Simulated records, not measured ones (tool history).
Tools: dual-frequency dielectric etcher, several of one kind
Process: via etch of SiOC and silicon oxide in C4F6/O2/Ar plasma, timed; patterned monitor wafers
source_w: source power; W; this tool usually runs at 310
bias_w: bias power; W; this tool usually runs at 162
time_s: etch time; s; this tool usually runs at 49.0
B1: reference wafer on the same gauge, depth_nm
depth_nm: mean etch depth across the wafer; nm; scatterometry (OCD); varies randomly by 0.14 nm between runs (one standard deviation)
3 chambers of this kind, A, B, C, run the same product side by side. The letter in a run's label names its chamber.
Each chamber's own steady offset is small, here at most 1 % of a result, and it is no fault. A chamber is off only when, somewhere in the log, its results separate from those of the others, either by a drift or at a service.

run 1B hour=3.8 | source_w=310 bias_w=162 time_s=49.0 | B1=54.778 | depth_nm=49.129
run 2A hour=6.5 | source_w=310 bias_w=162 time_s=49.0 | B1=54.791 | depth_nm=48.644
run 3C hour=11.5 | source_w=310 bias_w=162 time_s=49.0 | B1=54.800 | depth_nm=48.287
run 4A hour=15.7 | source_w=310 bias_w=162 time_s=49.0 | B1=54.812 | depth_nm=48.647
run 5B hour=19.7 | source_w=310 bias_w=178 time_s=49.0 | B1=54.784 | depth_nm=50.318
run 6C hour=22.7 | source_w=310 bias_w=178 time_s=49.0 | B1=54.830 | depth_nm=49.780
run 7A hour=27.4 | source_w=310 bias_w=178 time_s=49.0 | B1=54.782 | depth_nm=50.317
run 8B hour=32.5 | source_w=310 bias_w=162 time_s=49.0 | B1=54.787 | depth_nm=48.680
run 9C hour=36.2 | source_w=310 bias_w=162 time_s=49.0 | B1=54.805 | depth_nm=48.066
run 10A hour=41.2 | source_w=310 bias_w=149 time_s=42.0 | B1=54.812 | depth_nm=40.508
run 11B hour=45.1 | source_w=310 bias_w=149 time_s=42.0 | B1=54.807 | depth_nm=40.936
run 12C hour=48.5 | source_w=310 bias_w=149 time_s=42.0 | B1=54.799 | depth_nm=40.117
run 13A hour=52.1 | source_w=310 bias_w=162 time_s=49.0 | B1=54.811 | depth_nm=48.642
-- hour=53.1 chamber B: bias power generator calibrated
run 14C hour=55.1 | source_w=310 bias_w=162 time_s=49.0 | B1=54.785 | depth_nm=48.327
run 15B hour=59.1 | source_w=310 bias_w=142 time_s=49.0 | B1=54.793 | depth_nm=46.957
run 16C hour=63.1 | source_w=310 bias_w=142 time_s=49.0 | B1=54.797 | depth_nm=46.289
run 17B hour=66.8 | source_w=310 bias_w=142 time_s=49.0 | B1=54.781 | depth_nm=46.774
run 18A hour=70.4 | source_w=310 bias_w=162 time_s=49.0 | B1=54.781 | depth_nm=48.656
run 19C hour=73.5 | source_w=310 bias_w=162 time_s=49.0 | B1=54.824 | depth_nm=48.143
run 20B hour=78.0 | source_w=310 bias_w=162 time_s=49.0 | B1=54.741 | depth_nm=48.856
run 21A hour=81.5 | source_w=350 bias_w=148 time_s=49.0 | B1=54.794 | depth_nm=49.592
run 22A hour=85.9 | source_w=350 bias_w=148 time_s=49.0 | B1=54.826 | depth_nm=49.758
run 23C hour=89.9 | source_w=350 bias_w=148 time_s=49.0 | B1=54.790 | depth_nm=49.034
run 24B hour=93.8 | source_w=310 bias_w=129 time_s=39.5 | B1=54.846 | depth_nm=36.422
run 25C hour=98.3 | source_w=310 bias_w=129 time_s=39.5 | B1=54.789 | depth_nm=36.170
run 26B hour=102.6 | source_w=310 bias_w=129 time_s=39.5 | B1=54.829 | depth_nm=36.785
run 27A hour=106.7 | source_w=310 bias_w=162 time_s=49.0 | B1=54.798 | depth_nm=48.635
run 28A hour=111.4 | source_w=310 bias_w=162 time_s=49.0 | B1=54.803 | depth_nm=48.636
run 29C hour=115.3 | source_w=310 bias_w=162 time_s=49.0 | B1=54.823 | depth_nm=48.316
run 30B hour=120.9 | source_w=310 bias_w=162 time_s=49.0 | B1=54.803 | depth_nm=48.903
run 31B hour=125.2 | source_w=310 bias_w=162 time_s=49.0 | B1=54.790 | depth_nm=48.769
run 32C hour=130.7 | source_w=310 bias_w=162 time_s=49.0 | B1=54.787 | depth_nm=48.293
run 33A hour=135.1 | source_w=310 bias_w=162 time_s=49.0 | B1=54.810 | depth_nm=48.741
run 34A hour=138.0 | source_w=310 bias_w=162 time_s=49.0 | B1=54.825 | depth_nm=48.361
run 35B hour=141.9 | source_w=310 bias_w=162 time_s=49.0 | B1=54.825 | depth_nm=48.774
run 36C hour=145.6 | source_w=350 bias_w=162 time_s=53.5 | B1=54.815 | depth_nm=55.183
run 37C hour=150.7 | source_w=350 bias_w=162 time_s=53.5 | B1=54.787 | depth_nm=55.185
run 38B hour=156.2 | source_w=350 bias_w=162 time_s=53.5 | B1=54.798 | depth_nm=55.789
run 39A hour=158.7 | source_w=310 bias_w=162 time_s=49.0 | B1=54.811 | depth_nm=48.836
run 40B hour=164.0 | source_w=310 bias_w=162 time_s=49.0 | B1=54.807 | depth_nm=48.714
run 41A hour=167.0 | source_w=310 bias_w=162 time_s=49.0 | B1=54.776 | depth_nm=48.756
run 42C hour=172.0 | source_w=310 bias_w=162 time_s=49.0 | B1=54.799 | depth_nm=48.196

Read the log: is a single chamber off, either drifting away or since a service, is the gauge that measures every chamber drifting, or is nothing wrong beyond small per-chamber offsets? Name any odd chamber and what most likely caused it.

All chambers stay in line apart from their small fixed offsets, and the gauge does not drift.

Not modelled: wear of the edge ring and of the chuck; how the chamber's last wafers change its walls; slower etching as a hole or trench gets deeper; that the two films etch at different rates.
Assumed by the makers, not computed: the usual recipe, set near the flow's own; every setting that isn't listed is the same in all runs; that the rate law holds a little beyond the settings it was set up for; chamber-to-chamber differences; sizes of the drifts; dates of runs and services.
